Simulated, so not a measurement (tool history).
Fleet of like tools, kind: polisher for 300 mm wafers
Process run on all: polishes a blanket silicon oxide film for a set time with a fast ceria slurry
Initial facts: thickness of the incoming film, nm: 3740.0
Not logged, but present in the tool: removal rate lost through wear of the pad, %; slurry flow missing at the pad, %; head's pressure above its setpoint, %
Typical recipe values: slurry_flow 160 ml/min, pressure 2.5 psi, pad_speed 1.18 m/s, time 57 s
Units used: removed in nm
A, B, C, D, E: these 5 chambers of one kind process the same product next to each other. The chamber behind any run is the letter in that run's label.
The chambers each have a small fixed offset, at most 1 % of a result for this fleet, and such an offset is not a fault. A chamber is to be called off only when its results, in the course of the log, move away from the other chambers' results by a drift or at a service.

run   hour  slurry_flow  pressure  pad_speed  time  wafers polished on this pad  hours since the slurry nozzle was cleaned  hours since the head pressure was calibrated  removed
 1A    2.5          160       2.5       1.18    57                         1000                                      115.1                                         253.1  1099.30
 2C    5.5          160       2.5       1.18    57                          144                                       74.5                                         432.4  1096.10
 3D    9.6          160       2.5       1.18    57                          506                                      520.9                                         555.3  1116.50
      13.7  -- chamber E: slurry nozzle cleaned
 4E   13.7          160       2.5       1.18    57                          764                                        0.1                                         787.7  1116.00
 5B   18.0          160       2.5       1.18    57                          192                                      190.8                                         484.4  1135.90
 6C   20.3          160       2.5       1.18    57                          238                                       89.3                                         447.2  1116.90
 7A   24.8          160       2.5       1.18    57                         1141                                      137.4                                         275.4  1097.30
 8E   28.6          160       2.5       1.18    66                          858                                       15.0                                         802.6  1309.80
 9D   31.2          160       2.5       1.18    66                          643                                      542.5                                         576.9  1330.40
      32.4  -- chamber A: worn pad replaced by a new one
10B   36.2          160       2.5       1.18    66                          307                                      209.0                                         502.6  1289.00
      38.3  -- chamber E: worn pad replaced by a new one
11A   40.3          160       2.5       1.18    66                           50                                      152.9                                         290.9  1312.70
12C   43.7          160       2.5       1.18    66                          386                                      112.7                                         470.6  1316.70
      44.8  -- chamber E: head pressure recalibrated
13D   46.9          160       2.5       1.18    57                          742                                      558.2                                         592.6  1100.80
14B   50.3          160       2.5       1.18    57                          396                                      223.1                                         516.7  1118.40
15E   54.7          160       2.5       1.18    57                          103                                       41.1                                          10.0  1103.80
      56.7  -- chamber D: worn pad replaced by a new one
16C   57.8          160       2.5       1.18    57                          475                                      126.8                                         484.7  1118.70
17E   62.1          160       2.5       1.18    57                          150                                       48.5                                          17.4  1111.60
18B   66.4          160       2.5       1.18    57                          498                                      239.2                                         532.8  1116.80
      66.5  -- chamber B: worn pad replaced by a new one
19A   68.7          160       2.5       1.18    57                          230                                      181.3                                         319.3  1107.10
      70.7  -- chamber A: head pressure recalibrated
      72.6  -- chamber C: worn pad replaced by a new one
20D   73.3          125       2.5       1.18    57                          105                                      584.6                                         619.0  1056.80
      74.6  -- chamber D: head pressure recalibrated
21B   75.5          125       2.5       1.18    57                           57                                      248.3                                         541.9  1076.50
22D   78.2          125       2.5       1.18    57                          136                                      589.5                                           3.6  1072.50
23C   80.7          125       2.5       1.18    57                           51                                      149.7                                         507.6  1026.20
24A   85.0          125       2.5       1.18    57                          333                                      197.6                                          14.4  1064.40
25E   90.0          160       2.5       1.18    57                          327                                       76.4                                          45.3  1115.50
26B   94.2          160       2.5       1.18    57                          175                                      267.0                                         560.6  1120.40
27C   98.3          160       2.5       1.18    50                          163                                      167.3                                         525.2   948.75
28E  101.0          160       2.5       1.18    50                          396                                       87.4                                          56.3   971.52
29D  104.8          160       2.5       1.18    50                          304                                      616.1                                          30.2   991.59
30A  107.7          160       2.5       1.18    50                          476                                      220.3                                          37.1   979.22
31B  112.0          160       2.5       1.18    50                          288                                      284.8                                         578.4  1005.20
32D  114.5          160       2.5       1.44    57                          365                                      625.8                                          39.9  1375.60
33A  118.4          160       2.5       1.44    57                          544                                      231.0                                          47.8  1364.70
34C  121.6          160       2.5       1.44    57                          310                                      190.6                                         548.5  1292.20
35E  125.3          160       2.5       1.44    57                          550                                      111.7                                          80.6  1346.20
     128.4  -- chamber B: slurry nozzle cleaned
36D  129.0          160       2.5       1.44    57                          457                                      640.3                                          54.4  1399.10
     129.6  -- chamber B: head pressure recalibrated
37B  133.9          160       2.5       1.18    57                          426                                        5.6                                           4.4  1106.50
38C  138.0          120       1.7       1.18    57                          414                                      207.0                                         564.9   623.97
39E  141.5          120       1.7       1.18    57                          653                                      127.9                                          96.8   725.77
40A  144.4          120       1.7       1.18    57                          709                                      257.0                                          73.8   718.88
41C  148.6          120       1.7       1.18    57                          481                                      217.6                                         575.5   631.52

What goes on in this fleet: one chamber off, a drifting gauge, or nothing beyond the chambers' own small offsets? Name the chamber and the cause, if any.

One chamber, C, drifts off from the rest bit by bit.
Likeliest cause: slurry flow missing at the pad, % = 37.2.
From this log alone, it may not be told apart from: head's pressure below its setpoint, %.

Below are 4 candidate recipes for chamber C's next run, each the usual settings with a change, their results shown as question marks. Which of them brings C's results back in line with what the other chambers give on the usual settings?
In-line tolerance around the mean of the other chambers on the usual settings: removed 46.00 nm
42C-1  152.2          160       2.6       1.22    59                                                                                                                              ?
42C-2  152.2          155       2.3       1.18    57                                                                                                                              ?
42C-3  152.2          160       2.5       1.14    57                                                                                                                              ?
42C-4  152.2          160       2.5       1.20    58                                                                                                                              ?

Usual-settings mean across the other chambers: removed 1117.90 nm
  run  removed
42C-1  1121.30
42C-2   917.59
42C-3   972.40
42C-4  1041.80
Change 42C-1 lands the chamber within the allowed miss of the other chambers.
